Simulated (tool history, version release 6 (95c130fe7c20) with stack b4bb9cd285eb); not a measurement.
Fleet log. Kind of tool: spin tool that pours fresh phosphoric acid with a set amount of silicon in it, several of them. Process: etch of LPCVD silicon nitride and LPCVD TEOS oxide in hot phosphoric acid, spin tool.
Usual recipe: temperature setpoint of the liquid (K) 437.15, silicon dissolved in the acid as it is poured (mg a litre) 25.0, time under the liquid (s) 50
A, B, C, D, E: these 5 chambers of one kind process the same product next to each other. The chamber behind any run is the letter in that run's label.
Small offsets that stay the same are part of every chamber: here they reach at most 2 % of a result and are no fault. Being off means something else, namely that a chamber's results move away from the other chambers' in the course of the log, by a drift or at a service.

run,hour,temperature setpoint of the liquid (K),silicon dissolved in the acid as it is poured (mg a litre),time under the liquid (s),"read-back film thickness of the LPCVD silicon nitride reference wafer, read on the same gauge (nm)","read-back film thickness of the LPCVD TEOS oxide reference wafer, read on the same gauge (nm)",thickness taken off the LPCVD silicon nitride on a monitor wafer (Å),thickness taken off the LPCVD TEOS oxide on a monitor wafer (Å)
1A,7.1,437.15,25.0,50,90.021,70.014,51.590,1.47310
2E,10.9,437.15,25.0,50,89.987,70.010,52.118,1.27250
# hour 12.3: chamber A: heated supply line repaired
3D,15.1,437.15,25.0,50,89.992,70.015,51.169,1.52540
4B,19.6,437.15,25.0,50,89.974,69.995,51.054,0.66713
5C,24.4,437.15,25.0,50,89.981,69.996,51.291,0.50106
6D,31.1,437.15,25.0,50,90.040,70.000,51.459,1.08720
7E,39.3,437.15,25.0,50,90.003,69.993,51.960,1.17600
8A,46.7,437.15,31.5,40,89.995,69.997,41.299,0.61535
9B,52.6,437.15,31.5,40,89.994,70.027,41.858,1.10160
10C,61.1,437.15,31.5,40,89.972,69.980,41.058,0.87112
11E,67.3,437.15,31.5,40,90.018,70.011,41.161,0.71988
12A,72.9,437.15,31.5,40,89.985,70.001,40.935,0.40263
13C,78.3,437.15,25.0,50,89.999,69.977,51.351,0.85701
14D,86.7,437.15,25.0,50,90.000,70.011,51.354,1.77940
# hour 92.3: chamber C: dissolved silicon flow meter replaced
15B,94.0,437.15,25.0,50,90.000,69.985,51.165,1.44230
16A,101.1,437.15,25.0,50,90.003,70.016,51.606,1.20650
17D,105.5,437.15,25.0,50,89.998,70.001,51.435,1.01790
18E,112.0,440.15,13.0,50,90.019,69.984,57.728,1.81400
19B,120.6,440.15,13.0,50,90.011,69.994,57.154,3.60600
20C,124.6,440.15,13.0,50,89.976,70.002,57.420,2.46270
21C,132.7,440.15,13.0,50,89.971,70.006,57.070,2.25570
22D,140.5,440.15,13.0,50,90.020,69.970,56.851,2.12970
23A,146.8,437.15,25.0,50,90.007,70.032,51.200,1.19530
24E,153.1,437.15,25.0,50,90.006,69.998,51.858,1.33290
25B,158.7,437.15,25.0,50,90.013,69.995,51.377,1.25970
26A,163.1,437.15,25.0,50,90.014,69.977,51.665,1.04440
27D,170.5,437.15,25.0,50,89.993,69.990,51.491,1.04540
28E,176.6,437.15,25.0,50,89.943,70.021,51.784,1.18350
29B,183.2,437.15,41.5,30,89.988,70.016,30.635,0.18045
30C,188.7,437.15,41.5,30,89.994,69.962,30.843,0.28118
31D,194.0,437.15,41.5,30,90.045,69.978,30.950,0.34180
32A,200.6,437.15,41.5,30,90.035,69.987,31.142,0.19074

Does one chamber stand apart from the rest, does the shared gauge drift, or is all well apart from small per-chamber offsets? Give the chamber and the most likely cause, where there is one.

All chambers stay in line apart from their small fixed offsets, and the gauge does not drift.
